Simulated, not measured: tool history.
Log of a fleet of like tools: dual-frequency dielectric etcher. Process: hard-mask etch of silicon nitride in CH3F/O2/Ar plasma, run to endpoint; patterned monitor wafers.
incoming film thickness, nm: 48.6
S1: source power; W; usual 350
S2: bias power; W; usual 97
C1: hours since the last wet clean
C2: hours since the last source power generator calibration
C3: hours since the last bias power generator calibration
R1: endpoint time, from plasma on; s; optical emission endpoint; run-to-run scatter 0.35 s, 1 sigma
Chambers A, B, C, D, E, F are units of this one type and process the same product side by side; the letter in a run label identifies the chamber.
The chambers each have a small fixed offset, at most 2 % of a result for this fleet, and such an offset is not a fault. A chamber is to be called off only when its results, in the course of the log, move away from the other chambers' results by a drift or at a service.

run 1B hour=4.8 | S1=350 S2=97 | C1=249.0 C2=904.7 C3=1145.6 | R1=67.748
run 2E hour=9.0 | S1=350 S2=97 | C1=78.9 C2=2806.8 C3=943.1 | R1=65.640
run 3F hour=12.8 | S1=350 S2=97 | C1=155.1 C2=3644.8 C3=2387.6 | R1=67.071
run 4A hour=15.7 | S1=350 S2=97 | C1=96.8 C2=1834.5 C3=4776.1 | R1=66.536
-- hour=17.4 chamber C: wet clean of the chamber
run 5D hour=20.4 | S1=350 S2=97 | C1=510.4 C2=3039.3 C3=336.9 | R1=66.349
run 6C hour=24.5 | S1=350 S2=97 | C1=7.2 C2=1711.1 C3=2231.8 | R1=66.823
run 7F hour=28.5 | S1=350 S2=97 | C1=170.8 C2=3660.5 C3=2403.3 | R1=67.501
run 8E hour=32.5 | S1=350 S2=97 | C1=102.4 C2=2830.3 C3=966.6 | R1=65.216
run 9D hour=35.6 | S1=350 S2=97 | C1=525.6 C2=3054.5 C3=352.1 | R1=66.043
run 10C hour=38.2 | S1=350 S2=97 | C1=20.9 C2=1724.8 C3=2245.5 | R1=67.199
run 11B hour=41.2 | S1=350 S2=97 | C1=285.4 C2=941.1 C3=1182.0 | R1=67.570
run 12A hour=45.1 | S1=270 S2=104 | C1=126.2 C2=1863.9 C3=4805.5 | R1=71.565
run 13E hour=49.3 | S1=270 S2=104 | C1=119.2 C2=2847.1 C3=983.4 | R1=70.096
run 14D hour=52.3 | S1=270 S2=104 | C1=542.3 C2=3071.2 C3=368.8 | R1=71.056
run 15C hour=55.0 | S1=270 S2=104 | C1=37.7 C2=1741.6 C3=2262.3 | R1=72.223
run 16F hour=58.2 | S1=270 S2=104 | C1=200.5 C2=3690.2 C3=2433.0 | R1=72.492
run 17B hour=62.3 | S1=270 S2=104 | C1=306.5 C2=962.2 C3=1203.1 | R1=72.216
-- hour=65.2 chamber F: bias power generator calibrated
run 18A hour=66.5 | S1=350 S2=97 | C1=147.6 C2=1885.3 C3=4826.9 | R1=66.521
run 19F hour=69.9 | S1=350 S2=97 | C1=212.2 C2=3701.9 C3=4.7 | R1=66.997
run 20A hour=73.0 | S1=350 S2=97 | C1=154.1 C2=1891.8 C3=4833.4 | R1=66.576
run 21D hour=76.8 | S1=350 S2=97 | C1=566.8 C2=3095.7 C3=393.3 | R1=66.563
run 22E hour=80.9 | S1=350 S2=97 | C1=150.8 C2=2878.7 C3=1015.0 | R1=64.984
run 23C hour=86.0 | S1=350 S2=97 | C1=68.7 C2=1772.6 C3=2293.3 | R1=67.663
run 24B hour=91.1 | S1=350 S2=97 | C1=335.3 C2=991.0 C3=1231.9 | R1=67.089
-- hour=92.3 chamber D: wet clean of the chamber
run 25B hour=94.6 | S1=350 S2=97 | C1=338.8 C2=994.5 C3=1235.4 | R1=66.923
run 26E hour=98.1 | S1=350 S2=97 | C1=168.0 C2=2895.9 C3=1032.2 | R1=64.740
run 27F hour=103.1 | S1=350 S2=97 | C1=245.4 C2=3735.1 C3=37.9 | R1=67.676
run 28D hour=105.7 | S1=350 S2=97 | C1=13.4 C2=3124.6 C3=422.2 | R1=66.231
run 29A hour=110.6 | S1=350 S2=97 | C1=191.7 C2=1929.4 C3=4871.0 | R1=67.381
run 30C hour=115.6 | S1=350 S2=97 | C1=98.3 C2=1802.2 C3=2322.9 | R1=66.968
run 31B hour=119.4 | S1=350 S2=97 | C1=363.6 C2=1019.3 C3=1260.2 | R1=67.632
run 32A hour=123.7 | S1=350 S2=97 | C1=204.8 C2=1942.5 C3=4884.1 | R1=66.073
run 33C hour=126.8 | S1=350 S2=97 | C1=109.5 C2=1813.4 C3=2334.1 | R1=66.660
run 34D hour=130.6 | S1=350 S2=97 | C1=38.3 C2=3149.5 C3=447.1 | R1=66.130
run 35F hour=133.9 | S1=350 S2=97 | C1=276.2 C2=3765.9 C3=68.7 | R1=66.918
run 36E hour=138.4 | S1=350 S2=97 | C1=208.3 C2=2936.2 C3=1072.5 | R1=65.939
run 37F hour=143.6 | S1=350 S2=97 | C1=285.9 C2=3775.6 C3=78.4 | R1=66.849
run 38A hour=148.4 | S1=420 S2=97 | C1=229.5 C2=1967.2 C3=4908.8 | R1=62.100
run 39D hour=152.6 | S1=420 S2=97 | C1=60.3 C2=3171.5 C3=469.1 | R1=62.107
run 40E hour=156.4 | S1=420 S2=97 | C1=226.3 C2=2954.2 C3=1090.5 | R1=60.980
run 41B hour=159.2 | S1=420 S2=97 | C1=403.4 C2=1059.1 C3=1300.0 | R1=63.222
run 42C hour=161.9 | S1=420 S2=97 | C1=144.6 C2=1848.5 C3=2369.2 | R1=62.036
run 43C hour=165.2 | S1=420 S2=97 | C1=147.9 C2=1851.8 C3=2372.5 | R1=62.985
run 44A hour=169.4 | S1=350 S2=97 | C1=250.5 C2=1988.2 C3=4929.8 | R1=66.131

Is one chamber out of step, is the gauge drifting, or do the chambers differ by no more than their own small offsets? For an off chamber, give its letter and the likeliest cause.

Nothing is wrong: each chamber keeps only its own small, steady offset and the gauge holds still.
